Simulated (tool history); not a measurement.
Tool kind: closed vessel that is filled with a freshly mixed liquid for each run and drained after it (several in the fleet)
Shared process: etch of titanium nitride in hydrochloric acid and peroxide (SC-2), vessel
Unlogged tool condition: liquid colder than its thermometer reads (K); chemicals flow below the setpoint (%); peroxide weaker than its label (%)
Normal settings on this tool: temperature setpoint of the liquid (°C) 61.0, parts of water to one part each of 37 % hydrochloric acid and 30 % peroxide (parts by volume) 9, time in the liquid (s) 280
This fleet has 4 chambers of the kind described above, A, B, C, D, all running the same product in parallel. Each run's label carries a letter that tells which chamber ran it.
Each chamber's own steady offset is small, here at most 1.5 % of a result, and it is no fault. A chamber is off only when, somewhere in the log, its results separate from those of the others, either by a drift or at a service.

| run | hour | temperature setpoint of the liquid (°C) | parts of water to one part each of 37 % hydrochloric acid and 30 % peroxide (parts by volume) | time in the liquid (s) | hours since the thermometer was replaced | hours since the chemicals flow meter was replaced | hours since the drum of peroxide was connected | read-back film thickness of the titanium nitride reference wafer, read on the same gauge (nm) | thickness taken off the titanium nitride on a monitor wafer (Å) |
|---|---|---|---|---|---|---|---|---|---|
| 1A | 5.1 | 61.0 | 9 | 280 | 125.8 | 419.7 | 5.8 | 50.047 | 154.230 |
| 2C | 11.2 | 61.0 | 9 | 280 | 800.5 | 312.5 | 176.3 | 49.968 | 155.660 |
| 3D | 19.9 | 61.0 | 9 | 280 | 170.6 | 1010.3 | 1142.4 | 49.977 | 150.790 |
| 4B | 28.0 | 61.0 | 9 | 280 | 129.8 | 1295.5 | 590.2 | 49.989 | 152.830 |
| 5A | 37.7 | 61.0 | 9 | 280 | 158.4 | 452.3 | 38.4 | 50.016 | 154.300 |
| 6D | 42.9 | 51.5 | 9 | 160 | 193.6 | 1033.3 | 1165.4 | 49.994 | 46.271 |
| 7B | 50.8 | 51.5 | 9 | 160 | 152.6 | 1318.3 | 613.0 | 49.958 | 48.840 |
|  | 54.0 | chamber D: new drum of peroxide connected |
| 8C | 61.9 | 51.5 | 9 | 160 | 851.2 | 363.2 | 227.0 | 49.992 | 47.837 |
| 9B | 73.1 | 51.5 | 9 | 160 | 174.9 | 1340.6 | 635.3 | 49.995 | 47.271 |
| 10A | 83.1 | 61.0 | 9 | 280 | 203.8 | 497.7 | 83.8 | 49.998 | 152.610 |
| 11C | 92.4 | 61.0 | 9 | 280 | 881.7 | 393.7 | 257.5 | 50.028 | 150.550 |
| 12D | 101.4 | 61.0 | 9 | 280 | 252.1 | 1091.8 | 47.5 | 50.047 | 149.450 |
| 13C | 108.2 | 61.0 | 9 | 280 | 897.5 | 409.5 | 273.3 | 49.998 | 150.050 |
| 14D | 118.3 | 61.0 | 9 | 280 | 269.0 | 1108.7 | 64.4 | 49.989 | 151.950 |
|  | 120.0 | chamber B: new drum of peroxide connected |
| 15B | 129.0 | 56.0 | 9 | 280 | 230.8 | 1396.5 | 9.0 | 49.978 | 111.580 |
|  | 130.3 | chamber C: new drum of peroxide connected |
| 16A | 135.2 | 56.0 | 9 | 280 | 255.9 | 549.8 | 135.9 | 50.008 | 110.790 |
| 17A | 141.6 | 56.0 | 9 | 280 | 262.3 | 556.2 | 142.3 | 49.982 | 113.730 |
| 18C | 152.2 | 56.0 | 9 | 280 | 941.5 | 453.5 | 21.9 | 49.986 | 105.800 |
| 19D | 163.1 | 61.0 | 9 | 280 | 313.8 | 1153.5 | 109.2 | 49.991 | 149.920 |
| 20B | 172.7 | 61.0 | 9 | 280 | 274.5 | 1440.2 | 52.7 | 50.015 | 151.870 |
| 21D | 183.8 | 61.0 | 9 | 280 | 334.5 | 1174.2 | 129.9 | 49.999 | 151.850 |
| 22B | 189.3 | 61.0 | 9 | 280 | 291.1 | 1456.8 | 69.3 | 50.016 | 152.850 |
| 23C | 199.8 | 56.5 | 11 | 280 | 989.1 | 501.1 | 69.5 | 49.989 | 89.559 |
| 24A | 207.2 | 56.5 | 11 | 280 | 327.9 | 621.8 | 207.9 | 50.015 | 98.815 |
| 25A | 217.1 | 56.5 | 11 | 280 | 337.8 | 631.7 | 217.8 | 50.018 | 97.351 |

Has any chamber moved away from the others, gradually or after a service, or does the common gauge drift, or do the chambers differ only by their own small steady offsets? State the chamber and the most likely cause if one applies.

Chamber C drifts away from the others.
Cause: liquid colder than its thermometer reads (K) = 2.01.
The log may not tell that from: chemicals flow below the setpoint (%).

Below are 4 candidate recipes for chamber C's next run, each the usual settings with a change, their results shown as question marks. Which of them brings C's results back in line with what the other chambers give on the usual settings?
A result is in line if it is within this distance of the other chambers' mean on the usual settings: thickness taken off the titanium nitride on a monitor wafer (Å) 5.300
| 26C-1 | 225.1 | 62.0 | 9.0 | 295 |  |  |  |  | ? |
| 26C-2 | 225.1 | 61.0 | 8.5 | 315 |  |  |  |  | ? |
| 26C-3 | 225.1 | 58.0 | 9.0 | 280 |  |  |  |  | ? |
| 26C-4 | 225.1 | 60.0 | 9.0 | 265 |  |  |  |  | ? |

The other chambers' mean on the usual settings: thickness taken off the titanium nitride on a monitor wafer (Å) 152.530
| run | thickness taken off the titanium nitride on a monitor wafer (Å) |
|---|---|
| 26C-1 | 152.030 |
| 26C-2 | 159.870 |
| 26C-3 | 112.360 |
| 26C-4 | 120.600 |
26C-1 is the one that brings the chamber's results back in line with the other chambers.

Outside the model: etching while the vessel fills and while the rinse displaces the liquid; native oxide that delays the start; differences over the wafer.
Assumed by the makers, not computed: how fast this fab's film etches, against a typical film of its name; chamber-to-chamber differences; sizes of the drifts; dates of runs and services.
